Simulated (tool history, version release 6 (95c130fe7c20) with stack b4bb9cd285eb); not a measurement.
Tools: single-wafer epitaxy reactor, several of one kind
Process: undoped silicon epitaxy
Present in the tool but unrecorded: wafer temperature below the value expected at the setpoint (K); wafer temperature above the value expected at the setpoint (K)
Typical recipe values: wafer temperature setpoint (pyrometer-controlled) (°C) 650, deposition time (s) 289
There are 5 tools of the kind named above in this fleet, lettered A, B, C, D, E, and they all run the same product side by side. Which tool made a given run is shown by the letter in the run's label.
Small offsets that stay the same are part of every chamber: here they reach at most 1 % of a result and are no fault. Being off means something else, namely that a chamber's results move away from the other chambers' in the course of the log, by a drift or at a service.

run   hour  wafer temperature setpoint (pyrometer-controlled) (°C)  deposition time (s)  hours since the last pyrometer calibration  read-back reference wafer on the same gauge, thickness_nm  mean film thickness on the monitor wafer (angstrom)
 1B    9.8                                                     650                  289                                       326.4                                                     48.289                                               487.75
 2E   18.6                                                     650                  289                                      1707.6                                                     48.275                                               486.48
 3A   32.1                                                     650                  289                                        47.0                                                     48.280                                               486.90
 4D   40.8                                                     650                  289                                      1085.0                                                     48.259                                               485.19
 5C   48.1                                                     650                  289                                       416.0                                                     48.288                                               483.85
 6A   61.7                                                     650                  317                                        76.6                                                     48.232                                               531.32
 7C   72.4                                                     650                  317                                       440.3                                                     48.240                                               529.72
 8D   87.2                                                     650                  317                                      1131.4                                                     48.205                                               531.89
 9B  101.6                                                     650                  317                                       418.2                                                     48.199                                               533.41
10E  109.8                                                     650                  317                                      1798.8                                                     48.193                                               532.75
11D  123.3                                                     650                  289                                      1167.5                                                     48.185                                               485.56
12C  129.9                                                     650                  289                                       497.8                                                     48.171                                               483.14
13E  143.1                                                     650                  289                                      1832.1                                                     48.171                                               486.93
14B  156.4                                                     650                  289                                       473.0                                                     48.175                                               485.20
15A  166.8                                                     655                  289                                       181.7                                                     48.186                                               539.72
16D  175.9                                                     655                  289                                      1220.1                                                     48.145                                               539.33
17C  186.5                                                     655                  289                                       554.4                                                     48.137                                               537.63
18B  196.0                                                     655                  289                                       512.6                                                     48.119                                               541.89
19E  203.8                                                     655                  289                                      1892.8                                                     48.115                                               541.76
20A  214.2                                                     650                  289                                       229.1                                                     48.109                                               483.03
21C  222.3                                                     650                  289                                       590.2                                                     48.109                                               482.82
22B  235.8                                                     641                  239                                       552.4                                                     48.090                                               330.08
23E  248.2                                                     641                  239                                      1937.2                                                     48.091                                               329.37
24D  256.8                                                     641                  239                                      1301.0                                                     48.084                                               327.55
25A  271.1                                                     641                  239                                       286.0                                                     48.075                                               326.91
26C  281.1                                                     641                  239                                       649.0                                                     48.029                                               325.96
27D  292.5                                                     650                  289                                      1336.7                                                     48.047                                               483.20
28E  301.0                                                     650                  289                                      1990.0                                                     48.039                                               484.99
29A  311.1                                                     650                  289                                       326.0                                                     48.015                                               483.58
30B  325.6                                                     650                  289                                       642.2                                                     48.014                                               484.98
31A  335.5                                                     650                  289                                       350.4                                                     48.009                                               482.21
32E  346.5                                                     642                  235                                      2035.5                                                     47.998                                               330.11
33C  356.2                                                     642                  235                                       724.1                                                     48.001                                               326.94

All chambers now run identical settings, listed one chamber a line with results as question marks. What results will each chamber show?
34A  366.9                                                     636                  289                                                                                                                                                           ?
34B  366.9                                                     636                  289                                                                                                                                                           ?
34C  366.9                                                     636                  289                                                                                                                                                           ?
34D  366.9                                                     636                  289                                                                                                                                                           ?
34E  366.9                                                     636                  289                                                                                                                                                           ?

run  mean film thickness on the monitor wafer (angstrom)
34A                                               352.39
34B                                               355.56
34C                                               352.39
34D                                               353.01
34E                                               354.18
